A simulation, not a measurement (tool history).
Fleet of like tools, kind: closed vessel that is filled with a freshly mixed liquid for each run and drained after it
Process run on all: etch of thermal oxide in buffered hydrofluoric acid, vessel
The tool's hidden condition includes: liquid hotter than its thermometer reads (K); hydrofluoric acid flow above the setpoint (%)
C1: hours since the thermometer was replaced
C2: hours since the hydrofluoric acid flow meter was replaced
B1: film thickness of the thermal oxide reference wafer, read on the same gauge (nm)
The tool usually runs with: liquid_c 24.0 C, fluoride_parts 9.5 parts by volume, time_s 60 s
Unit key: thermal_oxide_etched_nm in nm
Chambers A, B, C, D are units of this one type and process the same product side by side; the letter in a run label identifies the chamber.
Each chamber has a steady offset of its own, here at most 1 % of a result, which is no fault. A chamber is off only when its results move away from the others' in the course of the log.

run 1A hour=3.7 | liquid_c=24.0 fluoride_parts=9.5 time_s=60 | C1=1027.4 C2=203.9 | B1=50.009 | thermal_oxide_etched_nm=64.914
run 2B hour=9.1 | liquid_c=24.0 fluoride_parts=9.5 time_s=60 | C1=522.7 C2=1021.2 | B1=49.982 | thermal_oxide_etched_nm=65.761
run 3D hour=13.8 | liquid_c=24.0 fluoride_parts=9.5 time_s=60 | C1=232.0 C2=1057.5 | B1=50.007 | thermal_oxide_etched_nm=63.780
run 4C hour=17.3 | liquid_c=24.0 fluoride_parts=9.5 time_s=60 | C1=1301.5 C2=527.7 | B1=49.975 | thermal_oxide_etched_nm=65.050
run 5D hour=22.6 | liquid_c=24.0 fluoride_parts=9.5 time_s=60 | C1=240.8 C2=1066.3 | B1=49.987 | thermal_oxide_etched_nm=65.174
run 6C hour=27.4 | liquid_c=24.0 fluoride_parts=9.5 time_s=60 | C1=1311.6 C2=537.8 | B1=49.990 | thermal_oxide_etched_nm=64.640
run 7A hour=32.5 | liquid_c=24.0 fluoride_parts=9.5 time_s=60 | C1=1056.2 C2=232.7 | B1=49.990 | thermal_oxide_etched_nm=64.315
run 8B hour=35.2 | liquid_c=19.5 fluoride_parts=9.5 time_s=40 | C1=548.8 C2=1047.3 | B1=50.040 | thermal_oxide_etched_nm=34.195
run 9D hour=38.3 | liquid_c=19.5 fluoride_parts=9.5 time_s=40 | C1=256.5 C2=1082.0 | B1=49.964 | thermal_oxide_etched_nm=32.968
run 10C hour=41.1 | liquid_c=19.5 fluoride_parts=9.5 time_s=40 | C1=1325.3 C2=551.5 | B1=49.997 | thermal_oxide_etched_nm=33.691
run 11A hour=44.6 | liquid_c=19.5 fluoride_parts=9.5 time_s=40 | C1=1068.3 C2=244.8 | B1=50.014 | thermal_oxide_etched_nm=34.487
run 12B hour=49.2 | liquid_c=24.0 fluoride_parts=9.5 time_s=60 | C1=562.8 C2=1061.3 | B1=50.044 | thermal_oxide_etched_nm=65.021
run 13B hour=52.5 | liquid_c=24.0 fluoride_parts=9.5 time_s=60 | C1=566.1 C2=1064.6 | B1=49.977 | thermal_oxide_etched_nm=65.176
run 14D hour=57.8 | liquid_c=28.0 fluoride_parts=11.0 time_s=60 | C1=276.0 C2=1101.5 | B1=50.001 | thermal_oxide_etched_nm=74.031
run 15C hour=62.6 | liquid_c=28.0 fluoride_parts=11.0 time_s=60 | C1=1346.8 C2=573.0 | B1=50.010 | thermal_oxide_etched_nm=71.794
run 16A hour=65.7 | liquid_c=28.0 fluoride_parts=11.0 time_s=60 | C1=1089.4 C2=265.9 | B1=49.951 | thermal_oxide_etched_nm=71.394
run 17C hour=70.0 | liquid_c=28.0 fluoride_parts=11.0 time_s=60 | C1=1354.2 C2=580.4 | B1=50.008 | thermal_oxide_etched_nm=70.784
run 18D hour=75.9 | liquid_c=24.0 fluoride_parts=9.5 time_s=60 | C1=294.1 C2=1119.6 | B1=50.005 | thermal_oxide_etched_nm=68.028
run 19A hour=81.1 | liquid_c=24.0 fluoride_parts=9.5 time_s=60 | C1=1104.8 C2=281.3 | B1=49.962 | thermal_oxide_etched_nm=64.941
run 20B hour=86.7 | liquid_c=24.0 fluoride_parts=9.5 time_s=60 | C1=600.3 C2=1098.8 | B1=49.996 | thermal_oxide_etched_nm=65.269
run 21A hour=90.3 | liquid_c=24.0 fluoride_parts=9.5 time_s=60 | C1=1114.0 C2=290.5 | B1=50.026 | thermal_oxide_etched_nm=65.647
run 22C hour=95.0 | liquid_c=21.5 fluoride_parts=9.5 time_s=60 | C1=1379.2 C2=605.4 | B1=50.000 | thermal_oxide_etched_nm=56.182
run 23D hour=100.8 | liquid_c=21.5 fluoride_parts=9.5 time_s=60 | C1=319.0 C2=1144.5 | B1=49.983 | thermal_oxide_etched_nm=60.934
run 24B hour=103.7 | liquid_c=21.5 fluoride_parts=9.5 time_s=60 | C1=617.3 C2=1115.8 | B1=50.005 | thermal_oxide_etched_nm=58.188
run 25D hour=108.3 | liquid_c=21.5 fluoride_parts=9.5 time_s=60 | C1=326.5 C2=1152.0 | B1=50.022 | thermal_oxide_etched_nm=63.062
run 26B hour=113.0 | liquid_c=24.0 fluoride_parts=9.5 time_s=60 | C1=626.6 C2=1125.1 | B1=50.034 | thermal_oxide_etched_nm=66.051
run 27A hour=116.4 | liquid_c=26.0 fluoride_parts=9.5 time_s=60 | C1=1140.1 C2=316.6 | B1=50.028 | thermal_oxide_etched_nm=73.231

The same settings go to every chamber for the next run, one line per chamber below. Forecast the results for each:
run 28A hour=120.8 | liquid_c=21.0 fluoride_parts=9.5 time_s=60 | thermal_oxide_etched_nm=?
run 28B hour=120.8 | liquid_c=21.0 fluoride_parts=9.5 time_s=60 | thermal_oxide_etched_nm=?
run 28C hour=120.8 | liquid_c=21.0 fluoride_parts=9.5 time_s=60 | thermal_oxide_etched_nm=?
run 28D hour=120.8 | liquid_c=21.0 fluoride_parts=9.5 time_s=60 | thermal_oxide_etched_nm=?

run=28A thermal_oxide_etched_nm=55.648
run=28B thermal_oxide_etched_nm=56.155
run=28C thermal_oxide_etched_nm=55.226
run=28D thermal_oxide_etched_nm=62.588

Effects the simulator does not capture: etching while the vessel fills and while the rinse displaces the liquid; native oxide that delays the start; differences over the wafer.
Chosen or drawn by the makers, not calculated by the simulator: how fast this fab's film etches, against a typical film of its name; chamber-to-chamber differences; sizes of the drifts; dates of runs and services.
